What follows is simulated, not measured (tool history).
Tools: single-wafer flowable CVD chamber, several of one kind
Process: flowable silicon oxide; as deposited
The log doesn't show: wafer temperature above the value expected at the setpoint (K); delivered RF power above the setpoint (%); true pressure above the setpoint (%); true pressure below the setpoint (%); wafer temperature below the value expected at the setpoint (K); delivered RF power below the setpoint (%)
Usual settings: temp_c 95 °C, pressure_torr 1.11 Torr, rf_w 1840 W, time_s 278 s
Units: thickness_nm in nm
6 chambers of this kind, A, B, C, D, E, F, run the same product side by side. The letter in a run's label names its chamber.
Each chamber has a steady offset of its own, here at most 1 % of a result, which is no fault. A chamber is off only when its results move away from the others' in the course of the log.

run	day	temp_c	pressure_torr	rf_w	time_s	hours since the last thermocouple change	hours since the last RF generator calibration	hours since the last manometer calibration	read-back reference wafer on the same gauge, thickness_nm	thickness_nm
# day 0.071: chamber C: RF generator calibrated
1F	0.321	95	1.11	1840	278	1874.4	1866.8	1045.6	244.99	290.86
2C	0.662	95	1.11	1840	278	858	14.2	1241.5	245.01	291.03
3E	1.029	95	1.11	1840	278	1604.2	74.6	1653.9	244.85	287.85
4A	1.508	95	1.11	1840	278	2095.3	647.1	1401.7	245.04	292.27
5B	1.904	95	1.11	1840	278	1338.6	475.1	667.5	245.02	287.84
6D	2.138	95	1.11	1840	278	853.5	741.1	1113.8	245.02	296.4
7E	2.638	95	1.11	2080	299	1642.8	113.2	1692.5	244.9	320.08
8B	3.038	95	1.11	2080	299	1365.8	502.3	694.7	245.07	319.69
9F	3.367	95	1.11	2080	299	1947.5	1939.9	1118.7	245.04	319.86
10D	3.871	95	1.11	2080	299	895.1	782.7	1155.4	244.79	324.27
11A	4.296	95	1.11	2080	299	2162.2	714	1468.6	245.18	321.85
# day 4.571: chamber C: capacitance manometer re-zeroed and calibrated
12C	4.7	95	1.11	2080	299	954.9	111.1	3.1	244.76	313.83
13C	5.154	95	1.11	1840	278	965.8	122	14	245.18	286.42
14E	5.379	95	1.11	1840	278	1708.6	179	1758.3	245.04	289.12
15A	5.612	95	1.11	1840	278	2193.8	745.6	1500.2	245.19	293.66
16F	6.033	95	1.11	1840	278	2011.5	2003.9	1182.7	245	288.47
17B	6.492	95	1.11	1840	278	1448.7	585.2	777.6	244.87	289.84
18D	6.875	95	1.11	1840	278	967.2	854.8	1227.5	244.89	292.85
19C	7.329	95	1.11	1840	278	1018	174.2	66.2	244.75	286.76
20A	7.675	95	1.11	1840	278	2243.3	795.1	1549.7	245.31	293.98
21E	8.133	95	1.11	1840	278	1774.7	245.1	1824.4	244.69	293.03
22D	8.55	95	1.11	1840	278	1007.4	895	1267.7	245.14	294.84
23B	8.925	95	1.11	1840	278	1507.1	643.6	836	244.94	289.43
24F	9.358	95	1.11	1840	278	2091.3	2083.7	1262.5	245.02	289.19
# day 9.379: chamber D: capacitance manometer re-zeroed and calibrated
25D	9.846	95	1.11	1840	278	1038.5	926.1	11.2	244.73	294.4
# day 10.225: chamber B: thermocouple changed; heater temperature recalibrated
26E	10.329	95	1.11	1840	278	1827.4	297.8	1877.1	244.94	291.39
27F	10.779	95	1.11	1840	278	2125.4	2117.8	1296.6	245.01	289.42
28C	11.071	95	1.11	1840	278	1107.8	264	156	244.82	281.37
29B	11.508	95	1.11	1840	278	30.8	705.6	898	245.11	291.42
30A	11.912	95	1.11	1840	278	2345	896.8	1651.4	245.13	294.52
31F	12.417	95	1.11	1840	278	2164.7	2157.1	1335.9	244.67	288.49
32C	12.704	95	1.11	1840	278	1147	303.2	195.2	244.92	279.26
33B	13.108	95	1.11	1840	278	69.2	744	936.4	244.86	289.75
34E	13.483	102	0.98	1840	278	1903.1	373.5	1952.8	244.97	197.64
35A	13.762	102	0.98	1840	278	2389.4	941.2	1695.8	244.86	201.81
36D	14.029	102	0.98	1840	278	1138.9	1026.5	111.6	244.91	201.21
37C	14.308	102	0.98	1840	278	1185.5	341.7	233.7	245.11	191.18
38A	14.542	102	0.98	1840	278	2408.1	959.9	1714.5	244.97	201.4
39B	14.942	102	0.98	1840	278	113.2	788	980.4	245.1	197.4
40E	15.229	95	1.11	1840	278	1945	415.4	1994.7	245.14	290.44
41D	15.554	95	1.11	1840	278	1175.5	1063.1	148.2	244.9	293.87

Is one chamber off against the others, does the gauge drift, or is nothing wrong? If a chamber is off, say which, and what the likeliest cause is.

Chamber C drifts away from the others.
Cause: wafer temperature above the value expected at the setpoint (K) = 1.44.

Here are 4 candidates for chamber C's next run, each the usual settings with a change, their results left as question marks. Which one brings its results back in line with what the others give on the usual settings?
In line means no further than this from the other chambers' mean on the usual settings: thickness_nm 4.7 nm
42C-1	15.917	94	1.13	1845	278					?
42C-2	15.917	96	1.09	1840	278					?
42C-3	15.917	95	1.11	1670	278					?
42C-4	15.917	95	1.12	1845	280					?

The other chambers' mean on the usual settings: thickness_nm 291.27 nm
run	thickness_nm
42C-1	290.87
42C-2	261.42
42C-3	268.63
42C-4	280.72
42C-1 brings the chamber back in line.
